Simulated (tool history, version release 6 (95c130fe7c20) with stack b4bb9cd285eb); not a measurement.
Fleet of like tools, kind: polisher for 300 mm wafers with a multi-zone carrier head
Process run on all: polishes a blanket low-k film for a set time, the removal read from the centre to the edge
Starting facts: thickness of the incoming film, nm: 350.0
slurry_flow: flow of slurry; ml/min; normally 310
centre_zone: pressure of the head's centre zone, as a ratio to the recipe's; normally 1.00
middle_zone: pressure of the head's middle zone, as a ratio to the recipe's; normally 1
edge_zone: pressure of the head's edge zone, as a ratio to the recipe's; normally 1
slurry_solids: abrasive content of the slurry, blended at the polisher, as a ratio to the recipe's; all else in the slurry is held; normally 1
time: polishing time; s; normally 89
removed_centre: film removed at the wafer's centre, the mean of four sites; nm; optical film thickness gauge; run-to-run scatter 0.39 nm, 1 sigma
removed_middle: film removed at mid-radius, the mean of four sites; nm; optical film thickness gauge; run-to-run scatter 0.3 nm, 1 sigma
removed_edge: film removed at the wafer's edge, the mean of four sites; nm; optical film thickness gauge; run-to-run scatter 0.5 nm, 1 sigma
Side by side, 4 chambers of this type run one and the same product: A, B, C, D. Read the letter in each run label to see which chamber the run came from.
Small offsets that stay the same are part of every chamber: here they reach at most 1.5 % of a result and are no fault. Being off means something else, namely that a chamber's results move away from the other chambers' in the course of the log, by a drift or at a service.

| run | day | slurry_flow | centre_zone | middle_zone | edge_zone | slurry_solids | time | wafers polished on this pad | hours since the slurry nozzle was cleaned | hours since the centre zone pressure was calibrated | hours since the edge zone pressure was calibrated | removed_centre | removed_middle | removed_edge |
|---|---|---|---|---|---|---|---|---|---|---|---|---|---|---|
|  | 0.062 | chamber C: worn pad replaced by a new one |
|  | 0.467 | chamber B: worn pad replaced by a new one |
| 1C | 0.608 | 310 | 1.00 | 1 | 1 | 1 | 89 | 166 | 320.2 | 804.6 | 1074.8 | 41.278 | 40.271 | 40.797 |
| 2B | 0.979 | 310 | 1.00 | 1 | 1 | 1 | 89 | 155 | 151.7 | 40.2 | 794.5 | 40.856 | 41.170 | 41.713 |
|  | 1.075 | chamber D: worn pad replaced by a new one |
| 3D | 1.654 | 310 | 1.00 | 1 | 1 | 1 | 89 | 176 | 215.9 | 198.3 | 478.5 | 40.801 | 40.971 | 39.753 |
|  | 1.942 | chamber A: worn pad replaced by a new one |
| 4A | 2.317 | 310 | 1.00 | 1 | 1 | 1 | 89 | 113 | 100.7 | 513.9 | 243.0 | 39.757 | 40.487 | 40.105 |
| 5B | 2.662 | 310 | 1.00 | 1 | 1 | 1 | 89 | 664 | 192.1 | 80.6 | 834.9 | 40.418 | 40.362 | 41.760 |
|  | 2.958 | chamber B: worn pad replaced by a new one |
| 6A | 3.175 | 310 | 1.00 | 1 | 1 | 1 | 89 | 373 | 121.3 | 534.5 | 263.6 | 40.417 | 40.583 | 40.818 |
| 7D | 3.758 | 310 | 1.12 | 1 | 1 | 1 | 89 | 813 | 266.4 | 248.8 | 529.0 | 44.676 | 40.236 | 40.346 |
|  | 3.783 | chamber C: edge zone pressure recalibrated |
|  | 4.138 | chamber C: worn pad replaced by a new one |
|  | 4.196 | chamber A: worn pad replaced by a new one |
| 8C | 4.212 | 310 | 1.12 | 1 | 1 | 1 | 89 | 22 | 406.7 | 891.1 | 10.4 | 46.206 | 40.450 | 40.587 |
| 9D | 4.708 | 310 | 1.12 | 1 | 1 | 1 | 89 | 1100 | 289.2 | 271.6 | 551.8 | 45.057 | 41.560 | 40.517 |
|  | 4.767 | chamber D: worn pad replaced by a new one |
| 10B | 5.192 | 310 | 1.12 | 1 | 1 | 1 | 89 | 677 | 252.8 | 141.3 | 895.6 | 46.303 | 40.489 | 40.741 |
|  | 5.333 | chamber B: worn pad replaced by a new one |
| 11C | 5.783 | 310 | 1.00 | 1 | 1 | 1 | 89 | 498 | 444.4 | 928.8 | 48.1 | 40.827 | 40.733 | 40.817 |
|  | 6.125 | chamber B: slurry nozzle cleaned |
| 12A | 6.175 | 310 | 1.00 | 1 | 1 | 1 | 89 | 599 | 193.3 | 606.5 | 335.6 | 40.275 | 40.706 | 40.711 |
| 13B | 6.583 | 310 | 1.00 | 1 | 1 | 1 | 89 | 379 | 11.1 | 174.7 | 929.0 | 40.857 | 40.848 | 41.209 |
|  | 6.588 | chamber D: slurry nozzle cleaned |
|  | 6.808 | chamber A: worn pad replaced by a new one |
| 14D | 6.896 | 245 | 1.00 | 1 | 1 | 1 | 89 | 645 | 7.5 | 324.1 | 604.3 | 39.221 | 39.781 | 39.687 |
| 15C | 7.488 | 245 | 1.00 | 1 | 1 | 1 | 89 | 1014 | 485.3 | 969.7 | 89.0 | 39.832 | 38.677 | 39.506 |
|  | 7.633 | chamber B: worn pad replaced by a new one |
| 16A | 7.900 | 245 | 1.00 | 1 | 1 | 1 | 89 | 330 | 234.7 | 647.9 | 377.0 | 38.416 | 39.368 | 40.674 |
| 17B | 8.283 | 245 | 1.00 | 1 | 1 | 1 | 89 | 197 | 51.9 | 215.5 | 969.8 | 39.023 | 39.735 | 40.825 |
|  | 8.458 | chamber C: worn pad replaced by a new one |
|  | 8.538 | chamber D: worn pad replaced by a new one |
| 18A | 8.654 | 310 | 1.00 | 1 | 1 | 1 | 64 | 558 | 252.8 | 666.0 | 395.1 | 28.694 | 29.277 | 29.578 |
|  | 8.875 | chamber A: worn pad replaced by a new one |
| 19C | 9.329 | 310 | 1.00 | 1 | 1 | 1 | 64 | 264 | 529.5 | 1013.9 | 133.2 | 29.600 | 29.227 | 29.217 |
| 20D | 9.638 | 310 | 1.00 | 1 | 1 | 1 | 64 | 333 | 73.3 | 389.9 | 670.1 | 29.141 | 29.584 | 29.540 |
|  | 9.971 | chamber B: worn pad replaced by a new one |
|  | 10.150 | chamber D: edge zone pressure recalibrated |
| 21C | 10.196 | 310 | 1.00 | 1 | 1 | 1 | 64 | 526 | 550.3 | 1034.7 | 154.0 | 29.394 | 28.765 | 28.874 |
| 22D | 10.721 | 310 | 1.00 | 1 | 1 | 1 | 89 | 660 | 99.3 | 415.9 | 13.7 | 39.817 | 40.782 | 40.916 |
| 23B | 11.158 | 310 | 1.00 | 1 | 1 | 1 | 89 | 360 | 120.9 | 284.5 | 1038.8 | 40.566 | 40.967 | 41.153 |
|  | 11.367 | chamber A: worn pad replaced by a new one |
| 24A | 11.538 | 310 | 1.00 | 1 | 1 | 1 | 89 | 52 | 322.0 | 735.2 | 464.3 | 40.099 | 40.704 | 40.784 |

Read the log: is a single chamber off, either drifting away or since a service, is the gauge that measures every chamber drifting, or is nothing wrong beyond small per-chamber offsets? Name any odd chamber and what most likely caused it.

No chamber stands off beyond its own small offset, and the gauge holds steady.
